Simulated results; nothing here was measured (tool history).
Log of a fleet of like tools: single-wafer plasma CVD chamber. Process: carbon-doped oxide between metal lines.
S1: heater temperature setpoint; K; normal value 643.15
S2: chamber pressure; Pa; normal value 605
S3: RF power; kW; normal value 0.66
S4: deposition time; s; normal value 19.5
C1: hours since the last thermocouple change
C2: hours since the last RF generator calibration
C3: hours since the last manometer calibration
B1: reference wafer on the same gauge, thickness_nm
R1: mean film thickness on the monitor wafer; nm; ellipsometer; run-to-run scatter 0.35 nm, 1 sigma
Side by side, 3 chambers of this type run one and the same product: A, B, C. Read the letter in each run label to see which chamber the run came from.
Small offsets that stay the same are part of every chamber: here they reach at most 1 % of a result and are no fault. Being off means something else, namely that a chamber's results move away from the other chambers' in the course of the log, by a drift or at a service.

run  hour      S1   S2     S3    S4      C1      C2     C3      B1      R1
 1B   3.5  643.15  605   0.66  19.5  1411.4   328.5  279.4  95.043  111.97
 2A     7  643.15  605   0.66  19.5  1073.1  1256.6  620.4  94.979  112.05
 3C  11.3  643.15  605   0.66  19.5   176.1   645.7  504.1  94.972  111.81
 4C  14.8  643.15  605   0.66  19.5   179.6   649.2  507.6  94.978  111.08
 5B  17.3  643.15  605   0.66  19.5  1425.2   342.3  293.2  95.008  111.22
 6A  20.9  643.15  605   0.66  19.5    1087  1270.5  634.3  94.955  112.56
 7C  23.4  643.15  605   0.57  15.7   188.2   657.8  516.2  94.953  82.563
 8A  27.3  643.15  605   0.57  15.7  1093.4  1276.9  640.7  95.011  83.347
 9B  29.8  643.15  605   0.57  15.7  1437.7   354.8  305.7  95.044  81.847
10A  32.8  643.15  605   0.66  19.5  1098.9  1282.4  646.2  95.008  112.67
11B  37.2  643.15  605  0.585  19.5  1445.1   362.2  313.1  94.988  102.65
12C  40.1  643.15  605  0.585  19.5   204.9   674.5  532.9  95.039  103.27
13A  44.6  643.15  605  0.585  19.5  1110.7  1294.2    658  94.973     104
14B  48.9  643.15  605   0.66  19.5  1456.8   373.9  324.8  94.978  110.43
15C  53.7  643.15  605   0.66  19.5   218.5   688.1  546.5  94.955  110.51
16A  57.4  643.15  605   0.66  19.5  1123.5    1307  670.8   95.05  112.12
17B  60.9  643.15  605   0.54  19.5  1468.8   385.9  336.8  94.973   97.03
18C  63.9  643.15  605   0.54  19.5   228.7   698.3  556.7  94.873  98.288
19B  66.4  643.15  605   0.54  19.5  1474.3   391.4  342.3  94.988  97.213
20A  71.4  643.15  605   0.66  19.5  1137.5    1321  684.8  94.902  112.03
21C  76.6  643.15  605   0.66  19.5   241.4     711  569.4  94.987  111.09

Predict what each chamber gives when all 3 of them run the settings below next.
22A  80.3  643.15  605  0.66  19.5                   ?
22B  80.3  643.15  605  0.66  19.5                   ?
22C  80.3  643.15  605  0.66  19.5                   ?

run      R1
22A  112.11
22B  108.82
22C  111.17
